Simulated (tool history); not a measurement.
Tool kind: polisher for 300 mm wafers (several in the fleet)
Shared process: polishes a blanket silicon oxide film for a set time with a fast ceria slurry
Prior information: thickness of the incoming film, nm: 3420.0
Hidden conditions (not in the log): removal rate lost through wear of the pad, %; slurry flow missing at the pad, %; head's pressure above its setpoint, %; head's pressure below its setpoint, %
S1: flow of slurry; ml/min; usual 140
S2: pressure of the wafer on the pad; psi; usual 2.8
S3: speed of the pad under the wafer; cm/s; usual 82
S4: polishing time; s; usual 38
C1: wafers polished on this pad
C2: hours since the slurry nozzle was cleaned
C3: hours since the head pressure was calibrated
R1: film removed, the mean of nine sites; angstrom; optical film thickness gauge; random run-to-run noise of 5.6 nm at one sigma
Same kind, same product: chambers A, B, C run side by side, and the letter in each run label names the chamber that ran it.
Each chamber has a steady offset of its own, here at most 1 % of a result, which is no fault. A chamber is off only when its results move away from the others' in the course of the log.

run 1A hour=5.3 | S1=140 S2=2.8 S3=82 S4=38 | C1=223 C2=190 C3=481.3 | R1=4009.7
run 2B hour=11.4 | S1=140 S2=2.8 S3=82 S4=38 | C1=614 C2=54.8 C3=45.7 | R1=4182.7
run 3C hour=14.3 | S1=140 S2=2.8 S3=82 S4=38 | C1=756 C2=43.8 C3=337.1 | R1=4053.8
run 4A hour=19.6 | S1=140 S2=2.8 S3=82 S4=38 | C1=352 C2=204.3 C3=495.6 | R1=4000.8
run 5C hour=25.3 | S1=140 S2=2.8 S3=82 S4=38 | C1=856 C2=54.8 C3=348.1 | R1=4120.6
run 6B hour=30.6 | S1=140 S2=2.8 S3=82 S4=38 | C1=788 C2=74 C3=64.9 | R1=4086.9
run 7C hour=33.3 | S1=140 S2=2.8 S3=82 S4=38 | C1=928 C2=62.8 C3=356.1 | R1=4058.5
run 8B hour=38.2 | S1=140 S2=2.8 S3=82 S4=38 | C1=856 C2=81.6 C3=72.5 | R1=4095.4
run 9A hour=42.1 | S1=120 S2=2.8 S3=82 S4=38 | C1=556 C2=226.8 C3=518.1 | R1=4016.5
run 10A hour=46.5 | S1=120 S2=2.8 S3=82 S4=38 | C1=595 C2=231.2 C3=522.5 | R1=3862.6
-- hour=48.2 chamber C: worn pad replaced by a new one
run 11C hour=50.9 | S1=120 S2=2.8 S3=82 S4=38 | C1=25 C2=80.4 C3=373.7 | R1=4045.8
-- hour=54.1 chamber A: worn pad replaced by a new one
run 12B hour=55 | S1=140 S2=2.8 S3=60 S4=38 | C1=1008 C2=98.4 C3=89.3 | R1=3045.5
run 13B hour=58.4 | S1=140 S2=2.8 S3=60 S4=38 | C1=1039 C2=101.8 C3=92.7 | R1=3008.4
run 14C hour=63.1 | S1=140 S2=2.8 S3=60 S4=38 | C1=135 C2=92.6 C3=385.9 | R1=3047.6
run 15A hour=68.7 | S1=140 S2=2.8 S3=82 S4=38 | C1=132 C2=253.4 C3=544.7 | R1=4014.7
-- hour=70.3 chamber B: worn pad replaced by a new one
run 16C hour=72.1 | S1=140 S2=2.8 S3=100 S4=38 | C1=216 C2=101.6 C3=394.9 | R1=5202.8
run 17A hour=75.5 | S1=140 S2=2.8 S3=100 S4=38 | C1=193 C2=260.2 C3=551.5 | R1=4994.3
run 18B hour=80.4 | S1=140 S2=2.8 S3=100 S4=38 | C1=91 C2=123.8 C3=114.7 | R1=4972.5
run 19A hour=83.9 | S1=140 S2=2.8 S3=82 S4=38 | C1=269 C2=268.6 C3=559.9 | R1=4005
-- hour=85.2 chamber A: head pressure recalibrated
run 20B hour=89.8 | S1=140 S2=2.8 S3=82 S4=38 | C1=176 C2=133.2 C3=124.1 | R1=4169.7
run 21C hour=95.7 | S1=140 S2=2.8 S3=82 S4=38 | C1=429 C2=125.2 C3=418.5 | R1=4339.6
run 22C hour=98.8 | S1=140 S2=2.8 S3=82 S4=38 | C1=457 C2=128.3 C3=421.6 | R1=4298.6
run 23B hour=104.3 | S1=140 S2=2.8 S3=82 S4=38 | C1=307 C2=147.7 C3=138.6 | R1=4216.5
run 24A hour=107.7 | S1=140 S2=2.8 S3=82 S4=38 | C1=484 C2=292.4 C3=22.6 | R1=4072.5
run 25A hour=111 | S1=140 S2=2.8 S3=82 S4=38 | C1=514 C2=295.7 C3=25.9 | R1=4081.7
run 26B hour=115.4 | S1=140 S2=2.8 S3=82 S4=38 | C1=407 C2=158.8 C3=149.7 | R1=4092.8
run 27C hour=118.8 | S1=140 S2=2.8 S3=100 S4=31 | C1=638 C2=148.3 C3=441.6 | R1=4391.8
-- hour=119.2 chamber A: worn pad replaced by a new one
run 28A hour=124.8 | S1=140 S2=2.8 S3=100 S4=31 | C1=51 C2=309.5 C3=39.7 | R1=4044.9
run 29C hour=130.6 | S1=140 S2=2.8 S3=100 S4=31 | C1=745 C2=160.1 C3=453.4 | R1=4498.4

Does one chamber stand apart from the rest, does the shared gauge drift, or is all well apart from small per-chamber offsets? Give the chamber and the most likely cause, where there is one.

It is chamber C that slowly wanders off from its peers.
What lies behind it: head's pressure above its setpoint, % = 10.5.

Here are 4 candidates for chamber C's next run, each the usual settings with a change, their results left as question marks. Which one brings its results back in line with what the others give on the usual settings?
A result is in line if it is within this distance of the other chambers' mean on the usual settings: R1 200 angstrom
run 30C-1 hour=135.1 | S1=140 S2=2.6 S3=78 S4=36 | R1=?
run 30C-2 hour=135.1 | S1=140 S2=3 S3=86 S4=40 | R1=?
run 30C-3 hour=135.1 | S1=140 S2=2.9 S3=86 S4=38 | R1=?
run 30C-4 hour=135.1 | S1=140 S2=2.7 S3=82 S4=36 | R1=?

On the usual settings, the other chambers give on average: R1 4082.4 angstrom
run=30C-1 R1=3710.2
run=30C-2 R1=5227.8
run=30C-3 R1=4803
run=30C-4 R1=4045.7
With 30C-4, the chamber falls back in line with the rest.
